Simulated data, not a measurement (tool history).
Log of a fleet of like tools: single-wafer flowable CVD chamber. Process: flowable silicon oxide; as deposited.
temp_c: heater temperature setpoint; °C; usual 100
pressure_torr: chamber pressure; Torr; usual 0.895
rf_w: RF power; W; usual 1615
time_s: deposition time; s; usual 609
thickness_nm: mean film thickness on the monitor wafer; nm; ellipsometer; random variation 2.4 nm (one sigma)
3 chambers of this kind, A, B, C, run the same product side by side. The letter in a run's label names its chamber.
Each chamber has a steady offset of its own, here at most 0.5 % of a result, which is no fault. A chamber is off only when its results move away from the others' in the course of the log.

| run | hour | temp_c | pressure_torr | rf_w | time_s | read-back reference wafer on the same gauge, thickness_nm | thickness_nm |
|---|---|---|---|---|---|---|---|
| 1C | 12.8 | 100 | 0.895 | 1615 | 609 | 327.77 | 402.10 |
| 2A | 21.5 | 100 | 0.895 | 1615 | 609 | 328.06 | 407.15 |
|  | 24.8 | chamber B: capacitance manometer re-zeroed and calibrated |
| 3B | 33.2 | 100 | 0.895 | 1615 | 609 | 328.27 | 406.19 |
| 4C | 44.4 | 100 | 0.895 | 1615 | 609 | 328.09 | 406.49 |
| 5A | 51.5 | 100 | 0.895 | 1615 | 609 | 327.87 | 401.59 |
| 6B | 63.8 | 100 | 0.895 | 1615 | 609 | 327.85 | 404.61 |
| 7B | 77.1 | 100 | 0.895 | 1615 | 609 | 327.48 | 406.89 |
| 8A | 89.5 | 100 | 0.895 | 1615 | 609 | 328.28 | 408.23 |
| 9C | 96.8 | 100 | 0.895 | 1615 | 609 | 327.96 | 404.22 |
|  | 98.2 | chamber B: RF generator calibrated |
| 10C | 104.3 | 100 | 0.895 | 1615 | 609 | 327.83 | 411.28 |
|  | 117.0 | chamber B: thermocouple changed; heater temperature recalibrated |
| 11A | 119.8 | 100 | 0.895 | 1615 | 609 | 327.97 | 404.73 |
| 12B | 132.8 | 95 | 0.895 | 1920 | 609 | 328.02 | 507.10 |
| 13B | 149.2 | 95 | 0.895 | 1920 | 609 | 328.19 | 502.28 |
| 14C | 165.0 | 95 | 0.895 | 1920 | 609 | 327.93 | 498.86 |
| 15A | 177.3 | 100 | 0.895 | 1615 | 609 | 327.75 | 405.34 |
| 16B | 185.5 | 100 | 0.895 | 1615 | 609 | 327.78 | 409.92 |
| 17A | 199.7 | 100 | 0.895 | 1615 | 609 | 328.16 | 402.48 |
| 18C | 212.8 | 100 | 0.895 | 1615 | 609 | 328.08 | 408.38 |
| 19B | 222.1 | 100 | 0.895 | 1615 | 609 | 327.68 | 405.09 |
| 20C | 234.4 | 100 | 0.895 | 1615 | 609 | 327.73 | 407.97 |
| 21A | 246.4 | 100 | 0.895 | 1615 | 609 | 328.17 | 398.46 |
| 22C | 258.8 | 100 | 0.895 | 1615 | 609 | 327.66 | 405.68 |
| 23B | 270.4 | 100 | 0.895 | 1615 | 609 | 327.87 | 408.99 |
| 24A | 277.8 | 100 | 0.895 | 1615 | 609 | 327.70 | 395.62 |
| 25B | 289.4 | 100 | 0.895 | 1615 | 609 | 327.73 | 408.17 |
| 26C | 299.6 | 100 | 0.895 | 1615 | 609 | 327.62 | 409.91 |
| 27A | 309.2 | 100 | 0.895 | 1615 | 609 | 327.81 | 395.88 |
| 28B | 324.1 | 100 | 0.895 | 1615 | 609 | 328.36 | 407.97 |
| 29C | 337.6 | 100 | 0.895 | 1615 | 609 | 327.48 | 407.78 |
| 30A | 346.0 | 100 | 0.895 | 1615 | 609 | 328.06 | 394.41 |
| 31A | 359.0 | 100 | 0.895 | 1615 | 609 | 328.23 | 397.34 |
| 32B | 374.8 | 100 | 0.895 | 1615 | 609 | 328.42 | 402.39 |
| 33C | 384.3 | 100 | 0.895 | 1615 | 609 | 328.24 | 409.57 |

All 3 chambers run these settings next. Forecast each chamber's results:
| 34A | 396.1 | 100 | 0.895 | 1820 | 609 |  | ? |
| 34B | 396.1 | 100 | 0.895 | 1820 | 609 |  | ? |
| 34C | 396.1 | 100 | 0.895 | 1820 | 609 |  | ? |

| run | thickness_nm |
|---|---|
| 34A | 408.29 |
| 34B | 417.72 |
| 34C | 420.64 |

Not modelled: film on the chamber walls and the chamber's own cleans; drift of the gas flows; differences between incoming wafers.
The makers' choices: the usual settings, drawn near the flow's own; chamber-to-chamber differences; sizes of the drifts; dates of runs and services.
